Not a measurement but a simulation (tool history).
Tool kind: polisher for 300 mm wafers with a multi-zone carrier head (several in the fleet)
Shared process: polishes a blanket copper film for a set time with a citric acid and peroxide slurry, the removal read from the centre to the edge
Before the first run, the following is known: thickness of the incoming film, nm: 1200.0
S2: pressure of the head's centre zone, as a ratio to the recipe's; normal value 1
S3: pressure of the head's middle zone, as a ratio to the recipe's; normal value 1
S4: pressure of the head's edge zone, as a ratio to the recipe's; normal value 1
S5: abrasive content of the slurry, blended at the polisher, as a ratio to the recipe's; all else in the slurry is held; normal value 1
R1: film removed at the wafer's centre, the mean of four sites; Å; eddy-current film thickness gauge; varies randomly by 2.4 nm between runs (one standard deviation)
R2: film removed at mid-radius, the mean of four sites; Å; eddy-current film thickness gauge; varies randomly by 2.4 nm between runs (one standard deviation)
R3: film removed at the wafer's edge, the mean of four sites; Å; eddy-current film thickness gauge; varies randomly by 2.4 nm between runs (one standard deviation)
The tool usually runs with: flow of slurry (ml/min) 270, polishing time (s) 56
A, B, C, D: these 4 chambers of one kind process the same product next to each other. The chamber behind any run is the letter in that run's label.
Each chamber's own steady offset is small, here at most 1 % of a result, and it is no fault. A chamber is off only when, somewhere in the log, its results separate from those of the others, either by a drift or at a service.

run 1C hour=5.4 | flow_of_slurry_(ml/min)=270 S2=1 S3=1 S4=1 S5=1 polishing_time_(s)=56 | R1=2057.2 R2=2020.1 R3=2066.8
-- hour=6.4 chamber D: worn pad replaced by a new one
run 2D hour=11.2 | flow_of_slurry_(ml/min)=270 S2=1 S3=1 S4=1 S5=1 polishing_time_(s)=56 | R1=2097.9 R2=2047.5 R3=2031.1
-- hour=14.8 chamber A: worn pad replaced by a new one
run 3A hour=16.1 | flow_of_slurry_(ml/min)=270 S2=1 S3=1 S4=1 S5=1 polishing_time_(s)=56 | R1=2106.7 R2=2065.9 R3=2019.5
run 4B hour=19.4 | flow_of_slurry_(ml/min)=270 S2=1 S3=1 S4=1 S5=1 polishing_time_(s)=56 | R1=2026.6 R2=1972.5 R3=2073.2
-- hour=19.7 chamber D: slurry nozzle cleaned
run 5B hour=22.5 | flow_of_slurry_(ml/min)=270 S2=1 S3=1 S4=1 S5=1 polishing_time_(s)=56 | R1=2083.3 R2=2060.7 R3=2031.3
run 6D hour=28.2 | flow_of_slurry_(ml/min)=270 S2=1 S3=1 S4=1 S5=1 polishing_time_(s)=56 | R1=2093.3 R2=2005.5 R3=2018
run 7A hour=31.3 | flow_of_slurry_(ml/min)=270 S2=1 S3=1 S4=1 S5=0.9 polishing_time_(s)=44 | R1=1613.8 R2=1576.3 R3=1554.1
run 8C hour=36 | flow_of_slurry_(ml/min)=270 S2=1 S3=1 S4=1 S5=0.9 polishing_time_(s)=44 | R1=1624.3 R2=1587.4 R3=1572
run 9B hour=39 | flow_of_slurry_(ml/min)=270 S2=1 S3=1 S4=1 S5=0.9 polishing_time_(s)=44 | R1=1559.8 R2=1515.8 R3=1573.9
-- hour=44.3 chamber C: worn pad replaced by a new one
run 10C hour=45 | flow_of_slurry_(ml/min)=270 S2=1 S3=1 S4=1 S5=0.9 polishing_time_(s)=44 | R1=1604.9 R2=1539.3 R3=1587.2
run 11D hour=48.9 | flow_of_slurry_(ml/min)=270 S2=1 S3=1 S4=1 S5=1 polishing_time_(s)=56 | R1=2079.3 R2=2048 R3=2087.1
run 12A hour=52.6 | flow_of_slurry_(ml/min)=270 S2=1 S3=1 S4=1 S5=1 polishing_time_(s)=56 | R1=2101.8 R2=2091.7 R3=2067.2
run 13A hour=56.6 | flow_of_slurry_(ml/min)=270 S2=1 S3=1 S4=1 S5=1 polishing_time_(s)=56 | R1=2044 R2=2018.6 R3=2073.4
run 14B hour=59.4 | flow_of_slurry_(ml/min)=270 S2=1 S3=1 S4=1 S5=1 polishing_time_(s)=56 | R1=2064.5 R2=1999.6 R3=2011.3
run 15D hour=64.4 | flow_of_slurry_(ml/min)=270 S2=1 S3=1 S4=1 S5=1 polishing_time_(s)=56 | R1=2079.7 R2=2010.4 R3=2011.4
run 16C hour=68.1 | flow_of_slurry_(ml/min)=270 S2=1.11 S3=1 S4=1 S5=1 polishing_time_(s)=56 | R1=2348.7 R2=2031.8 R3=2068
run 17B hour=73.6 | flow_of_slurry_(ml/min)=270 S2=1.11 S3=1 S4=1 S5=1 polishing_time_(s)=56 | R1=2227.6 R2=1997.3 R3=2011.2
run 18C hour=79.4 | flow_of_slurry_(ml/min)=270 S2=1.11 S3=1 S4=1 S5=1 polishing_time_(s)=56 | R1=2272 R2=2064 R3=2047.8
run 19A hour=82.8 | flow_of_slurry_(ml/min)=270 S2=1.11 S3=1 S4=1 S5=1 polishing_time_(s)=56 | R1=2251.9 R2=2065.4 R3=2048.6
run 20D hour=86.7 | flow_of_slurry_(ml/min)=270 S2=1 S3=1 S4=1 S5=1 polishing_time_(s)=56 | R1=2077.7 R2=2018.6 R3=2023.7
run 21B hour=90.1 | flow_of_slurry_(ml/min)=270 S2=1 S3=1 S4=1 S5=1 polishing_time_(s)=56 | R1=1906.7 R2=1937.7 R3=1925.4
run 22C hour=94.7 | flow_of_slurry_(ml/min)=270 S2=1 S3=1 S4=1 S5=1 polishing_time_(s)=56 | R1=2059 R2=2032 R3=2030
-- hour=98.6 chamber A: worn pad replaced by a new one
run 23D hour=99.8 | flow_of_slurry_(ml/min)=270 S2=1 S3=1 S4=1 S5=1 polishing_time_(s)=56 | R1=2072.9 R2=2030.4 R3=2047.7
run 24A hour=105.3 | flow_of_slurry_(ml/min)=200 S2=1 S3=1 S4=0.88 S5=1 polishing_time_(s)=56 | R1=1971.7 R2=2038.6 R3=1878.2
-- hour=106.7 chamber D: worn pad replaced by a new one
run 25C hour=109.3 | flow_of_slurry_(ml/min)=200 S2=1 S3=1 S4=0.88 S5=1 polishing_time_(s)=56 | R1=1933.8 R2=1991.5 R3=1877.8
run 26A hour=112.2 | flow_of_slurry_(ml/min)=200 S2=1 S3=1 S4=0.88 S5=1 polishing_time_(s)=56 | R1=1924.3 R2=1946 R3=1837
run 27B hour=117.1 | flow_of_slurry_(ml/min)=200 S2=1 S3=1 S4=0.88 S5=1 polishing_time_(s)=56 | R1=1805.7 R2=1769.7 R3=1734.7
run 28D hour=120.3 | flow_of_slurry_(ml/min)=270 S2=1 S3=1 S4=1 S5=1 polishing_time_(s)=56 | R1=2026.9 R2=2051.8 R3=2035.5
-- hour=123.9 chamber C: worn pad replaced by a new one
run 29A hour=124.6 | flow_of_slurry_(ml/min)=270 S2=1 S3=1 S4=1 S5=1 polishing_time_(s)=56 | R1=2067.6 R2=2059.2 R3=2051.1
run 30D hour=129.1 | flow_of_slurry_(ml/min)=270 S2=1 S3=1 S4=1 S5=1 polishing_time_(s)=56 | R1=2117.3 R2=2090.5 R3=2062.8
run 31C hour=134.4 | flow_of_slurry_(ml/min)=270 S2=1 S3=1 S4=1 S5=1 polishing_time_(s)=56 | R1=2118.2 R2=2074.7 R3=2041.8
run 32B hour=138.9 | flow_of_slurry_(ml/min)=270 S2=1 S3=0.94 S4=1 S5=1 polishing_time_(s)=56 | R1=1799.9 R2=1694.2 R3=1827.7
run 33D hour=141.6 | flow_of_slurry_(ml/min)=270 S2=1 S3=0.94 S4=1 S5=1 polishing_time_(s)=56 | R1=2058.8 R2=1951.5 R3=2057.9

Which is it: a chamber that has drifted or been left off by a service, a gauge drift common to all chambers, or only each chamber's usual small offset? If a chamber is off, name it and its likeliest cause.

Little by little, chamber B moves away from the other chambers.
Most likely cause: removal rate lost through wear of the pad, % = 12.3.

Which of the 4 candidates below, each the usual settings with something changed and its results left as question marks, puts chamber B back in line with what the other chambers give on the usual settings?
Counts as in line when no further than this from what the other chambers average on the usual settings: R1 86 Å; R2 85 Å; R3 84 Å
run 34B-1 hour=146 | flow_of_slurry_(ml/min)=270 S2=1 S3=1 S4=1 S5=1 polishing_time_(s)=59 | R1=? R2=? R3=?
run 34B-2 hour=146 | flow_of_slurry_(ml/min)=270 S2=1 S3=1 S4=1 S5=1 polishing_time_(s)=53 | R1=? R2=? R3=?
run 34B-3 hour=146 | flow_of_slurry_(ml/min)=275 S2=1.01 S3=1.01 S4=1 S5=1 polishing_time_(s)=63 | R1=? R2=? R3=?
run 34B-4 hour=146 | flow_of_slurry_(ml/min)=265 S2=0.99 S3=0.99 S4=1 S5=1 polishing_time_(s)=49 | R1=? R2=? R3=?

On the usual settings, the other chambers give on average: R1 2063.1 Å; R2 2047.5 Å; R3 2044.8 Å
run=34B-1 R1=1880.3 R2=1864.3 R3=1887.9
run=34B-2 R1=1689.1 R2=1674.7 R3=1695.9
run=34B-3 R1=2034.2 R2=2012.9 R3=2018.7
run=34B-4 R1=1540.9 R2=1531.1 R3=1565.7
The right change is 34B-3: it brings the chamber back within the allowed miss of the others.
